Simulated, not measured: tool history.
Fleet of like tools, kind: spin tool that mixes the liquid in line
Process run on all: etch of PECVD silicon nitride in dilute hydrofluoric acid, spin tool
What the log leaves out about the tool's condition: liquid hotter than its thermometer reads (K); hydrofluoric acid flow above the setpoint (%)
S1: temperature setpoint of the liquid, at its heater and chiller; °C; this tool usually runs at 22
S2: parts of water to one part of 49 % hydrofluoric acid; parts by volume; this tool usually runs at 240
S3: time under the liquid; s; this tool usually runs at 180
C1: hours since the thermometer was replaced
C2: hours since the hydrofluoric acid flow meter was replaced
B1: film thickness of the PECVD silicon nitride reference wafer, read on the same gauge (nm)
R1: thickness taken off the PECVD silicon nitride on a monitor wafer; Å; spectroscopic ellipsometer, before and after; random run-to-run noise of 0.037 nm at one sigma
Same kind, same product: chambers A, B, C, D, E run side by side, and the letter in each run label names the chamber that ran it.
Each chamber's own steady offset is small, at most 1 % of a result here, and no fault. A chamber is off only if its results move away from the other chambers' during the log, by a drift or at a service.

run 1E hour=10.2 | S1=22 S2=240 S3=180 | C1=631.3 C2=731.7 | B1=80.068 | R1=18.025
run 2B hour=18.0 | S1=22 S2=240 S3=180 | C1=1794.6 C2=980.4 | B1=80.004 | R1=18.338
run 3D hour=33.6 | S1=22 S2=240 S3=180 | C1=222.5 C2=1115.4 | B1=80.005 | R1=18.191
run 4A hour=44.4 | S1=22 S2=240 S3=180 | C1=47.0 C2=236.4 | B1=80.016 | R1=17.965
run 5C hour=60.0 | S1=22 S2=240 S3=180 | C1=466.3 C2=681.9 | B1=80.030 | R1=17.898
-- hour=71.1 chamber D: hydrofluoric acid flow meter replaced
run 6E hour=71.5 | S1=22 S2=185 S3=180 | C1=692.6 C2=793.0 | B1=80.008 | R1=23.314
-- hour=72.6 chamber B: thermometer replaced
run 7A hour=87.0 | S1=22 S2=185 S3=180 | C1=89.6 C2=279.0 | B1=80.004 | R1=25.178
run 8C hour=101.4 | S1=22 S2=185 S3=180 | C1=507.7 C2=723.3 | B1=80.002 | R1=23.547
run 9B hour=116.1 | S1=22 S2=185 S3=180 | C1=43.6 C2=1078.5 | B1=80.024 | R1=23.657
run 10D hour=128.5 | S1=22 S2=185 S3=180 | C1=317.4 C2=57.4 | B1=80.035 | R1=23.733
run 11A hour=136.3 | S1=22 S2=240 S3=180 | C1=138.9 C2=328.3 | B1=79.993 | R1=18.927
run 12E hour=151.5 | S1=22 S2=240 S3=180 | C1=772.6 C2=873.0 | B1=80.025 | R1=18.494
run 13B hour=162.6 | S1=22 S2=240 S3=180 | C1=90.1 C2=1125.0 | B1=79.954 | R1=18.253
run 14C hour=170.2 | S1=27 S2=300 S3=180 | C1=576.5 C2=792.1 | B1=80.008 | R1=20.523
run 15D hour=185.4 | S1=27 S2=300 S3=180 | C1=374.3 C2=114.3 | B1=80.015 | R1=19.962
run 16D hour=193.5 | S1=27 S2=300 S3=180 | C1=382.4 C2=122.4 | B1=79.952 | R1=19.536
run 17A hour=207.5 | S1=27 S2=300 S3=180 | C1=210.1 C2=399.5 | B1=79.995 | R1=19.998
run 18B hour=222.7 | S1=27 S2=300 S3=180 | C1=150.2 C2=1185.1 | B1=79.995 | R1=20.306
run 19C hour=237.5 | S1=22 S2=240 S3=180 | C1=643.8 C2=859.4 | B1=80.039 | R1=18.379
run 20E hour=250.7 | S1=22 S2=240 S3=180 | C1=871.8 C2=972.2 | B1=79.993 | R1=19.137
run 21B hour=258.7 | S1=22 S2=240 S3=180 | C1=186.2 C2=1221.1 | B1=79.985 | R1=18.259
run 22D hour=270.1 | S1=22 S2=240 S3=180 | C1=459.0 C2=199.0 | B1=80.058 | R1=18.953
run 23A hour=279.4 | S1=22 S2=350 S3=180 | C1=282.0 C2=471.4 | B1=79.967 | R1=12.277
run 24E hour=294.7 | S1=22 S2=350 S3=180 | C1=915.8 C2=1016.2 | B1=80.049 | R1=13.736
run 25C hour=307.4 | S1=22 S2=350 S3=180 | C1=713.7 C2=929.3 | B1=79.954 | R1=13.132
run 26E hour=319.2 | S1=22 S2=350 S3=180 | C1=940.3 C2=1040.7 | B1=79.971 | R1=13.506
run 27C hour=330.7 | S1=22 S2=350 S3=180 | C1=737.0 C2=952.6 | B1=79.986 | R1=12.571
run 28A hour=343.0 | S1=22 S2=240 S3=180 | C1=345.6 C2=535.0 | B1=80.016 | R1=18.609
run 29D hour=355.6 | S1=22 S2=240 S3=180 | C1=544.5 C2=284.5 | B1=79.995 | R1=17.776
-- hour=361.9 chamber A: hydrofluoric acid flow meter replaced
run 30B hour=363.2 | S1=22 S2=240 S3=180 | C1=290.7 C2=1325.6 | B1=80.015 | R1=19.292
run 31C hour=372.1 | S1=22 S2=240 S3=180 | C1=778.4 C2=994.0 | B1=80.058 | R1=17.819
run 32B hour=379.7 | S1=22 S2=240 S3=180 | C1=307.2 C2=1342.1 | B1=79.963 | R1=18.122
run 33A hour=393.7 | S1=22 S2=240 S3=180 | C1=396.3 C2=31.9 | B1=79.970 | R1=18.079

Is one chamber out of step, is the gauge drifting, or do the chambers differ by no more than their own small offsets? For an off chamber, give its letter and the likeliest cause.

Little by little, chamber E moves away from the other chambers.
Likeliest cause: liquid hotter than its thermometer reads (K) = 1.66.
Not necessarily distinguishable in this log from: hydrofluoric acid flow above the setpoint (%).

Chamber E could run next with any of the 4 candidate recipes listed below; each alters the usual settings, and their results appear as question marks. Which one brings its results back in line with what the other chambers deliver on the usual settings?
Maximum distance from the other chambers' mean on the usual settings for a result to count as in line: R1 1.300 Å
run 34E-1 hour=404.9 | S1=22.0 S2=250 S3=170 | R1=?
run 34E-2 hour=404.9 | S1=22.5 S2=220 S3=200 | R1=?
run 34E-3 hour=404.9 | S1=22.0 S2=230 S3=190 | R1=?
run 34E-4 hour=404.9 | S1=21.5 S2=260 S3=160 | R1=?

Average result of the remaining chambers running the usual settings: R1 18.399 Å
run=34E-1 R1=18.475
run=34E-2 R1=25.501
run=34E-3 R1=22.450
run=34E-4 R1=16.195
34E-1 puts the chamber back in line with the other chambers.

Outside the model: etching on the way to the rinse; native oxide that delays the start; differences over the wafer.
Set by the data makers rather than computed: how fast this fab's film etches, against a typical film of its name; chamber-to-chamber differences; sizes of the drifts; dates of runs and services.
